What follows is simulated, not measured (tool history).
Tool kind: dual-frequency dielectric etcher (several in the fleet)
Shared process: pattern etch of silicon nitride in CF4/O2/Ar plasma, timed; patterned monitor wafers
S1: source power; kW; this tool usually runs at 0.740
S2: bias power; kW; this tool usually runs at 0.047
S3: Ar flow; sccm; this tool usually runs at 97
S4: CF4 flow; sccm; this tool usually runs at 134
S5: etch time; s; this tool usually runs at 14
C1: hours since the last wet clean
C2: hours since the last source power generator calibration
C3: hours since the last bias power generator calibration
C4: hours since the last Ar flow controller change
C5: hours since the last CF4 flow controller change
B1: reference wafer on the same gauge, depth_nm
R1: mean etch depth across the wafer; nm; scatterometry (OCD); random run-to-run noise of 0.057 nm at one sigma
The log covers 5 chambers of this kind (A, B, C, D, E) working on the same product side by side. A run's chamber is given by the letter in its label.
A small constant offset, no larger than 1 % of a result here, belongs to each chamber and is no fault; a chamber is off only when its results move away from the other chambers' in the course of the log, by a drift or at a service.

run	day	S1	S2	S3	S4	S5	C1	C2	C3	C4	C5	B1	R1
# day 0.058: chamber C: wet clean of the chamber
1D	0.400	0.740	0.047	97	134	14	123.4	1550.0	281.3	31.1	797.8	34.304	38.211
2C	0.792	0.740	0.047	97	134	14	17.6	2156.1	2851.9	486.7	2559.2	34.302	37.886
3E	1.100	0.740	0.047	97	134	14	28.8	1453.7	1334.4	1773.4	2318.4	34.328	38.026
4A	1.475	0.740	0.047	97	134	14	245.2	2399.2	224.5	1480.3	528.2	34.330	38.135
5B	2.012	0.800	0.047	107	134	14	405.8	1596.8	1783.8	200.2	3813.7	34.326	40.644
6C	2.517	0.800	0.047	107	134	14	59.0	2197.5	2893.3	528.1	2600.6	34.352	40.253
7A	2.796	0.800	0.047	107	134	14	276.9	2430.9	256.2	1512.0	559.9	34.342	40.404
8D	3.221	0.800	0.047	107	134	14	191.1	1617.7	349.0	98.8	865.5	34.326	40.419
9B	3.508	0.800	0.047	107	134	14	441.7	1632.7	1819.7	236.1	3849.6	34.351	40.756
10E	3.871	0.740	0.047	97	134	14	95.3	1520.2	1400.9	1839.9	2384.9	34.359	38.050
11C	4.262	0.740	0.047	97	134	14	100.9	2239.4	2935.2	570.0	2642.5	34.359	37.979
12D	4.900	0.740	0.047	97	134	14	231.4	1658.0	389.3	139.1	905.8	34.366	38.206
13A	5.250	0.740	0.047	97	134	14	335.8	2489.8	315.1	1570.9	618.8	34.367	38.227
14B	5.804	0.740	0.047	97	134	14	496.8	1687.8	1874.8	291.2	3904.7	34.376	38.413
15E	6.229	0.740	0.047	97	134	14	151.9	1576.8	1457.5	1896.5	2441.5	34.392	38.194
16E	6.604	0.740	0.037	97	134	14	160.9	1585.8	1466.5	1905.5	2450.5	34.368	35.229
17A	7.029	0.740	0.037	97	134	14	378.5	2532.5	357.8	1613.6	661.5	34.397	35.213
18C	7.671	0.740	0.037	97	134	14	182.7	2321.2	3017.0	651.8	2724.3	34.393	35.202
19B	8.296	0.740	0.037	97	134	14	556.6	1747.6	1934.6	351.0	3964.5	34.397	35.545
# day 8.579: chamber B: wet clean of the chamber
20D	8.692	0.740	0.037	97	134	14	322.4	1749.0	480.3	230.1	996.8	34.403	35.274
21E	9.246	0.740	0.047	97	134	14	224.3	1649.2	1529.9	1968.9	2513.9	34.415	38.237
22C	9.688	0.740	0.047	97	134	14	231.1	2369.6	3065.4	700.2	2772.7	34.430	38.122
# day 10.233: chamber A: Ar flow controller replaced
# day 10.262: chamber A: wet clean of the chamber
23B	10.329	0.740	0.047	97	134	14	42.0	1796.4	1983.4	399.8	4013.3	34.446	38.566
24D	10.962	0.740	0.047	97	134	14	376.9	1803.5	534.8	284.6	1051.3	34.436	38.373
25A	11.596	0.740	0.047	97	134	14	32.0	2642.1	467.4	32.8	771.1	34.460	38.248
26B	12.171	0.740	0.047	97	134	14	86.2	1840.6	2027.6	444.0	4057.5	34.474	38.572
27E	12.617	0.740	0.047	97	134	14	305.2	1730.1	1610.8	2049.8	2594.8	34.449	38.348
28C	13.146	0.740	0.047	97	134	14	314.1	2452.6	3148.4	783.2	2855.7	34.470	38.181
29D	13.712	0.740	0.047	97	134	14	442.9	1869.5	600.8	350.6	1117.3	34.478	38.329
30A	14.171	0.740	0.047	97	134	14	93.8	2703.9	529.2	94.6	832.9	34.472	38.234
# day 14.367: chamber E: wet clean of the chamber
31A	14.575	0.740	0.047	97	134	14	103.5	2713.6	538.9	104.3	842.6	34.492	38.371
32C	14.925	0.740	0.047	97	134	14	356.8	2495.3	3191.1	825.9	2898.4	34.489	38.137
33B	15.212	0.740	0.047	97	134	14	159.2	1913.6	2100.6	517.0	4130.5	34.497	38.611
34E	15.783	0.860	0.047	97	134	14	34.1	1806.1	1686.8	2125.8	2670.8	34.506	43.699

Is one chamber off against the others, does the gauge drift, or is nothing wrong? If a chamber is off, say which, and what the likeliest cause is.

Gauge drift. The chambers move together only on paper, and none stands off.
What lies behind it: gauge reads high (%) = 0.616.

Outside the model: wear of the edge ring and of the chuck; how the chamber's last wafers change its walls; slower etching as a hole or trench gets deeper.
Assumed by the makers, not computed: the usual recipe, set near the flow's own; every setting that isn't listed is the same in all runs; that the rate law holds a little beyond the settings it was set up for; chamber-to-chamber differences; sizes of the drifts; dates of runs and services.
